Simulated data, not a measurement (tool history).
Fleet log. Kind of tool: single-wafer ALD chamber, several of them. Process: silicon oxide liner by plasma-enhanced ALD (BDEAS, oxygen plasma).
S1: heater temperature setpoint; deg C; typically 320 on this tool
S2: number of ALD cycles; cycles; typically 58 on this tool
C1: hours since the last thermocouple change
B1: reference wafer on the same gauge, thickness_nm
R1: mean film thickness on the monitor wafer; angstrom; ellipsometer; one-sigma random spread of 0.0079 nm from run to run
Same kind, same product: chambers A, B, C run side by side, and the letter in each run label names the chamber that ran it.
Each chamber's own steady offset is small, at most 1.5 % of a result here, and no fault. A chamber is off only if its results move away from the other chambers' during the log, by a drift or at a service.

-- day=0.175 chamber C: thermocouple changed; heater temperature recalibrated
run 1A day=0.308 | S1=320 S2=58 | C1=741.3 | B1=6.1832 | R1=53.097
run 2B day=0.708 | S1=320 S2=58 | C1=1998.7 | B1=6.1841 | R1=52.797
run 3C day=1.000 | S1=320 S2=58 | C1=19.9 | B1=6.1841 | R1=52.544
run 4C day=1.388 | S1=320 S2=58 | C1=29.2 | B1=6.1888 | R1=52.488
run 5A day=1.667 | S1=320 S2=58 | C1=773.9 | B1=6.1871 | R1=53.160
run 6B day=1.904 | S1=320 S2=58 | C1=2027.4 | B1=6.1891 | R1=52.760
run 7C day=2.283 | S1=320 S2=58 | C1=50.7 | B1=6.1916 | R1=52.603
run 8A day=2.567 | S1=320 S2=58 | C1=795.5 | B1=6.1921 | R1=53.029
run 9B day=2.967 | S1=320 S2=58 | C1=2052.9 | B1=6.1965 | R1=52.809
run 10B day=3.488 | S1=320 S2=58 | C1=2065.4 | B1=6.1992 | R1=52.750
run 11C day=3.929 | S1=320 S2=58 | C1=90.2 | B1=6.2011 | R1=52.673
run 12A day=4.254 | S1=320 S2=58 | C1=836.0 | B1=6.2008 | R1=53.157
run 13B day=4.533 | S1=320 S2=58 | C1=2090.5 | B1=6.2036 | R1=52.937
run 14A day=5.071 | S1=320 S2=58 | C1=855.6 | B1=6.2063 | R1=53.105
run 15C day=5.500 | S1=320 S2=58 | C1=127.9 | B1=6.2074 | R1=52.873
run 16C day=5.746 | S1=320 S2=58 | C1=133.8 | B1=6.2077 | R1=52.608
run 17B day=5.996 | S1=320 S2=58 | C1=2125.6 | B1=6.2112 | R1=52.973
run 18A day=6.488 | S1=320 S2=58 | C1=889.6 | B1=6.2137 | R1=53.345
run 19A day=6.975 | S1=320 S2=58 | C1=901.3 | B1=6.2149 | R1=53.467
run 20B day=7.412 | S1=320 S2=58 | C1=2159.6 | B1=6.2186 | R1=53.009

One chamber off, gauge drift, or nothing amiss beyond the chambers' own small offsets? If it is a chamber, which one, and what is the likeliest cause?

No chamber is off; the gauge reading every chamber's wafers drifts, which makes the whole fleet appear to move together.
Most likely cause: gauge reads high (%) = 0.634.

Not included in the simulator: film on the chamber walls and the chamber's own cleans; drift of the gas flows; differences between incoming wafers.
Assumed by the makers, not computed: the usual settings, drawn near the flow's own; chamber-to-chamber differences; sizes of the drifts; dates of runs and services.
